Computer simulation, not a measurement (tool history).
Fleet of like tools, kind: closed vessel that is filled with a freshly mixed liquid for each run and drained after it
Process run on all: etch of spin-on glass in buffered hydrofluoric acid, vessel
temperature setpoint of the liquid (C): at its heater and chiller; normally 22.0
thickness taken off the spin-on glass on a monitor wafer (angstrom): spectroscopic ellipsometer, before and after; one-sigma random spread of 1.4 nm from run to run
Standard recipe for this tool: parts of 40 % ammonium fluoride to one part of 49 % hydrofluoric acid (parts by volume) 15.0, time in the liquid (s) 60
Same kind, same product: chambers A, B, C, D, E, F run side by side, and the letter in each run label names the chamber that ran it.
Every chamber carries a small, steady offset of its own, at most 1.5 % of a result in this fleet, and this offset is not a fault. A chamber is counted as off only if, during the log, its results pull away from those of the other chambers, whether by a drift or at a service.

run   hour  temperature setpoint of the liquid (C)  parts of 40 % ammonium fluoride to one part of 49 % hydrofluoric acid (parts by volume)  time in the liquid (s)  hours since the thermometer was replaced  hours since the hydrofluoric acid flow meter was replaced  read-back film thickness of the spin-on glass reference wafer, read on the same gauge (nm)  thickness taken off the spin-on glass on a monitor wafer (angstrom)
 1F    4.2                                    22.0                                                                                     15.0                      60                                     381.5                                                       16.7                                                                                      150.00                                                               1957.6
 2C    7.9                                    22.0                                                                                     15.0                      60                                     333.2                                                     1155.8                                                                                      150.01                                                               1961.5
 3E   13.6                                    22.0                                                                                     15.0                      60                                     417.9                                                      616.6                                                                                      150.00                                                               2012.2
 4D   20.0                                    22.0                                                                                     15.0                      60                                    1159.4                                                      886.7                                                                                      150.00                                                               1969.8
 5B   26.7                                    22.0                                                                                     15.0                      60                                     995.7                                                     1051.1                                                                                      150.00                                                               1987.7
 6A   31.4                                    22.0                                                                                     15.0                      45                                     715.5                                                      498.8                                                                                      150.02                                                               1496.8
 7A   37.4                                    22.0                                                                                     15.0                      45                                     721.5                                                      504.8                                                                                      150.00                                                               1492.3
 8F   44.0                                    22.0                                                                                     15.0                      45                                     421.3                                                       56.5                                                                                      150.01                                                               1465.1
 9E   50.1                                    22.0                                                                                     15.0                      45                                     454.4                                                      653.1                                                                                      149.99                                                               1477.8
10C   55.3                                    22.0                                                                                     15.0                      45                                     380.6                                                     1203.2                                                                                      150.00                                                               1474.8
11B   59.1                                    22.0                                                                                     15.0                      45                                    1028.1                                                     1083.5                                                                                      150.00                                                               1488.1
      64.5  -- chamber C: hydrofluoric acid flow meter replaced
12D   64.9                                    22.0                                                                                     15.0                      60                                    1204.3                                                      931.6                                                                                      149.99                                                               1956.8
13D   70.7                                    22.0                                                                                     15.0                      60                                    1210.1                                                      937.4                                                                                      150.00                                                               1980.2
14E   76.5                                    22.0                                                                                     15.0                      60                                     480.8                                                      679.5                                                                                      149.99                                                               1978.4
15A   83.1                                    22.0                                                                                     15.0                      60                                     767.2                                                      550.5                                                                                      149.98                                                               1955.7
16B   86.8                                    22.0                                                                                     15.0                      60                                    1055.8                                                     1111.2                                                                                      149.99                                                               1976.6
17F   94.2                                    22.0                                                                                     15.0                      60                                     471.5                                                      106.7                                                                                      150.00                                                               1953.6
18C   98.7                                    26.5                                                                                     15.0                      30                                     424.0                                                       34.3                                                                                      150.01                                                               1250.1
19C  103.9                                    26.5                                                                                     15.0                      30                                     429.2                                                       39.5                                                                                      150.01                                                               1252.9
20D  109.5                                    26.5                                                                                     15.0                      30                                    1248.9                                                      976.2                                                                                      150.01                                                               1259.7
21B  113.4                                    26.5                                                                                     15.0                      30                                    1082.4                                                     1137.8                                                                                      150.01                                                               1261.4
22F  120.6                                    26.5                                                                                     15.0                      30                                     497.9                                                      133.1                                                                                      150.00                                                               1252.1
23A  125.9                                    26.5                                                                                     15.0                      30                                     810.0                                                      593.3                                                                                      150.00                                                               1267.1
24E  130.5                                    22.0                                                                                     15.0                      60                                     534.8                                                      733.5                                                                                      150.00                                                               1999.5
25A  136.5                                    22.0                                                                                     15.0                      60                                     820.6                                                      603.9                                                                                      149.99                                                               1977.7
26C  143.3                                    24.0                                                                                     19.5                      60                                     468.6                                                       78.9                                                                                      149.97                                                               1675.6
27D  149.1                                    24.0                                                                                     19.5                      60                                    1288.5                                                     1015.8                                                                                      150.00                                                               1724.6
28F  153.0                                    24.0                                                                                     19.5                      60                                     530.3                                                      165.5                                                                                      150.00                                                               1695.9
29E  160.5                                    24.0                                                                                     19.5                      60                                     564.8                                                      763.5                                                                                      149.98                                                               1719.5
30B  166.9                                    24.0                                                                                     19.5                      60                                    1135.9                                                     1191.3                                                                                      149.98                                                               1708.9
31D  173.1                                    24.0                                                                                     19.5                      60                                    1312.5                                                     1039.8                                                                                      150.00                                                               1720.8
32C  178.8                                    22.0                                                                                     11.0                      60                                     504.1                                                      114.4                                                                                      150.00                                                               2672.1
33F  186.3                                    22.0                                                                                     11.0                      60                                     563.6                                                      198.8                                                                                      150.00                                                               2690.4
34A  191.6                                    22.0                                                                                     11.0                      60                                     875.7                                                      659.0                                                                                      150.01                                                               2673.2
35B  197.6                                    22.0                                                                                     11.0                      60                                    1166.6                                                     1222.0                                                                                      150.00                                                               2671.4
36E  204.0                                    22.0                                                                                     11.0                      60                                     608.3                                                      807.0                                                                                      150.01                                                               2687.1
37A  210.0                                    22.0                                                                                     11.0                      60                                     894.1                                                      677.4                                                                                      150.00                                                               2655.1
38D  213.8                                    22.0                                                                                     15.0                      60                                    1353.2                                                     1080.5                                                                                      150.00                                                               2005.2
39E  218.2                                    22.0                                                                                     15.0                      60                                     622.5                                                      821.2                                                                                      150.00                                                               2002.2
40C  225.2                                    22.0                                                                                     15.0                      60                                     550.5                                                      160.8                                                                                      150.03                                                               1968.3
41B  231.5                                    22.0                                                                                     15.0                      60                                    1200.5                                                     1255.9                                                                                      150.02                                                               1950.2
42F  235.6                                    22.0                                                                                     15.0                      60                                     612.9                                                      248.1                                                                                      150.01                                                               1959.3

For the next run the whole fleet of 6 chambers uses the same settings. Give each chamber's results:
43A  241.1                                    22.0                                                                                     15.0                      60                                                                                                                                                                                                                                                                     ?
43B  241.1                                    22.0                                                                                     15.0                      60                                                                                                                                                                                                                                                                     ?
43C  241.1                                    22.0                                                                                     15.0                      60                                                                                                                                                                                                                                                                     ?
43D  241.1                                    22.0                                                                                     15.0                      60                                                                                                                                                                                                                                                                     ?
43E  241.1                                    22.0                                                                                     15.0                      60                                                                                                                                                                                                                                                                     ?
43F  241.1                                    22.0                                                                                     15.0                      60                                                                                                                                                                                                                                                                     ?

run  thickness taken off the spin-on glass on a monitor wafer (angstrom)
43A                                                               1965.2
43B                                                               1980.5
43C                                                               1998.8
43D                                                               1986.5
43E                                                               1967.0
43F                                                               1975.8
